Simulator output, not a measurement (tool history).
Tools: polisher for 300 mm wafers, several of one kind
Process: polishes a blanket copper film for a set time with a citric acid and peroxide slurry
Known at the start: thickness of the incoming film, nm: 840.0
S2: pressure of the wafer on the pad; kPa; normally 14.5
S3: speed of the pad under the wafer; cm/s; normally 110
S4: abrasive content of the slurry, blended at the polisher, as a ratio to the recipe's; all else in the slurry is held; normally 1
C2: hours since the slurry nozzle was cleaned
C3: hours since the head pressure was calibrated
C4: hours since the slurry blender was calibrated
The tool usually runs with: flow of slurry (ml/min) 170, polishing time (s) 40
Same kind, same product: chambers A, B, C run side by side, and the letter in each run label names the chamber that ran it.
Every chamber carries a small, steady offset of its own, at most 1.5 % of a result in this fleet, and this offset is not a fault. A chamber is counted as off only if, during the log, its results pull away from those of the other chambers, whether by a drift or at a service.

At hour 2.5: chamber A: worn pad replaced by a new one.
Run 1B, hour 3.7: usual settings; wafers polished on this pad 367; C2 158.2; C3 1040.2; C4 4.8. Result: film removed (Å) 580.66.
At hour 7.6: chamber C: worn pad replaced by a new one.
Run 2C, hour 7.9: usual settings; wafers polished on this pad 2; C2 48.2; C3 102.6; C4 19.8. Result: film removed (Å) 578.37.
Run 3A, hour 9.7: usual settings; wafers polished on this pad 50; C2 230.1; C3 899; C4 379. Result: film removed (Å) 564.77.
Run 4A, hour 13.8: usual settings; wafers polished on this pad 79; C2 234.2; C3 903.1; C4 383.1. Result: film removed (Å) 557.86.
Run 5C, hour 16.5: usual settings; wafers polished on this pad 62; C2 56.8; C3 111.2; C4 28.4. Result: film removed (Å) 568.34.
Run 6B, hour 20.5: usual settings; wafers polished on this pad 484; C2 175; C3 1057; C4 21.6. Result: film removed (Å) 558.93.
Run 7C, hour 23.9: usual settings; wafers polished on this pad 114; C2 64.2; C3 118.6; C4 35.8. Result: film removed (Å) 567.64.
Run 8A, hour 26: usual settings; wafers polished on this pad 164; C2 246.4; C3 915.3; C4 395.3. Result: film removed (Å) 569.24.
Run 9B, hour 29.6: usual settings but S4 0.75; wafers polished on this pad 547; C2 184.1; C3 1066.1; C4 30.7. Result: film removed (Å) 542.33.
Run 10C, hour 32.5: usual settings but S4 0.75; wafers polished on this pad 174; C2 72.8; C3 127.2; C4 44.4. Result: film removed (Å) 536.11.
At hour 35.9: chamber B: head pressure recalibrated.
Run 11A, hour 36.4: usual settings but S4 0.75; wafers polished on this pad 237; C2 256.8; C3 925.7; C4 405.7. Result: film removed (Å) 538.93.
Run 12B, hour 39: usual settings; wafers polished on this pad 613; C2 193.5; C3 3.1; C4 40.1. Result: film removed (Å) 618.08.
Run 13C, hour 42.2: usual settings; wafers polished on this pad 241; C2 82.5; C3 136.9; C4 54.1. Result: film removed (Å) 572.6.
Run 14A, hour 44.3: usual settings; wafers polished on this pad 292; C2 264.7; C3 933.6; C4 413.6. Result: film removed (Å) 565.64.
Run 15B, hour 47.7: usual settings but flow of slurry (ml/min) 190, S4 0.85; wafers polished on this pad 674; C2 202.2; C3 11.8; C4 48.8. Result: film removed (Å) 609.25.
Run 16C, hour 51: usual settings but flow of slurry (ml/min) 190, S4 0.85; wafers polished on this pad 303; C2 91.3; C3 145.7; C4 62.9. Result: film removed (Å) 556.36.
Run 17A, hour 54.5: usual settings but flow of slurry (ml/min) 190, S4 0.85; wafers polished on this pad 363; C2 274.9; C3 943.8; C4 423.8. Result: film removed (Å) 551.06.
Run 18B, hour 56.8: usual settings; wafers polished on this pad 737; C2 211.3; C3 20.9; C4 57.9. Result: film removed (Å) 624.17.
Run 19B, hour 60.5: usual settings; wafers polished on this pad 763; C2 215; C3 24.6; C4 61.6. Result: film removed (Å) 628.2.
At hour 61: chamber A: slurry blender recalibrated.
Run 20A, hour 64.3: usual settings; wafers polished on this pad 431; C2 284.7; C3 953.6; C4 3.3. Result: film removed (Å) 558.16.
Run 21C, hour 67.4: usual settings; wafers polished on this pad 417; C2 107.7; C3 162.1; C4 79.3. Result: film removed (Å) 580.35.
Run 22B, hour 71.3: usual settings; wafers polished on this pad 838; C2 225.8; C3 35.4; C4 72.4. Result: film removed (Å) 614.97.
Run 23A, hour 74.5: usual settings; wafers polished on this pad 502; C2 294.9; C3 963.8; C4 13.5. Result: film removed (Å) 560.95.
Run 24C, hour 78: usual settings; wafers polished on this pad 491; C2 118.3; C3 172.7; C4 89.9. Result: film removed (Å) 587.36.
Run 25A, hour 79.9: usual settings; wafers polished on this pad 540; C2 300.3; C3 969.2; C4 18.9. Result: film removed (Å) 556.39.
Run 26C, hour 82.9: usual settings; wafers polished on this pad 525; C2 123.2; C3 177.6; C4 94.8. Result: film removed (Å) 579.3.
Run 27B, hour 85.8: usual settings; wafers polished on this pad 940; C2 240.3; C3 49.9; C4 86.9. Result: film removed (Å) 625.9.
Run 28B, hour 88.2: usual settings; wafers polished on this pad 956; C2 242.7; C3 52.3; C4 89.3. Result: film removed (Å) 628.88.
At hour 91.4: chamber C: worn pad replaced by a new one.
Run 29C, hour 91.5: usual settings; wafers polished on this pad 0; C2 131.8; C3 186.2; C4 103.4. Result: film removed (Å) 571.12.
Run 30A, hour 94.3: usual settings; wafers polished on this pad 641; C2 314.7; C3 983.6; C4 33.3. Result: film removed (Å) 543.75.
Run 31C, hour 98.1: usual settings; wafers polished on this pad 46; C2 138.4; C3 192.8; C4 110. Result: film removed (Å) 574.4.
Run 32A, hour 100.3: usual settings but flow of slurry (ml/min) 210, S4 1.15; wafers polished on this pad 682; C2 320.7; C3 989.6; C4 39.3. Result: film removed (Å) 584.35.
Run 33B, hour 102.7: usual settings but flow of slurry (ml/min) 210, S4 1.15; wafers polished on this pad 1057; C2 257.2; C3 66.8; C4 103.8. Result: film removed (Å) 659.73.
Run 34A, hour 105: usual settings but flow of slurry (ml/min) 210, S4 1.15; wafers polished on this pad 715; C2 325.4; C3 994.3; C4 44. Result: film removed (Å) 610.74.
Run 35B, hour 106.9: usual settings; wafers polished on this pad 1087; C2 261.4; C3 71; C4 108. Result: film removed (Å) 604.71.
Run 36C, hour 109.7: usual settings; wafers polished on this pad 127; C2 150; C3 204.4; C4 121.6. Result: film removed (Å) 573.03.
Run 37A, hour 112.3: usual settings; wafers polished on this pad 766; C2 332.7; C3 1001.6; C4 51.3. Result: film removed (Å) 566.93.

All 3 chambers run these settings next. Forecast each chamber's results:
Run 38A, hour 115.4: usual settings but S2 17.9 kPa. Result: film removed (Å) ?.
Run 38B, hour 115.4: usual settings but S2 17.9 kPa. Result: film removed (Å) ?.
Run 38C, hour 115.4: usual settings but S2 17.9 kPa. Result: film removed (Å) ?.

run  film removed (Å)
38A            688.94
38B            757.62
38C            720.66
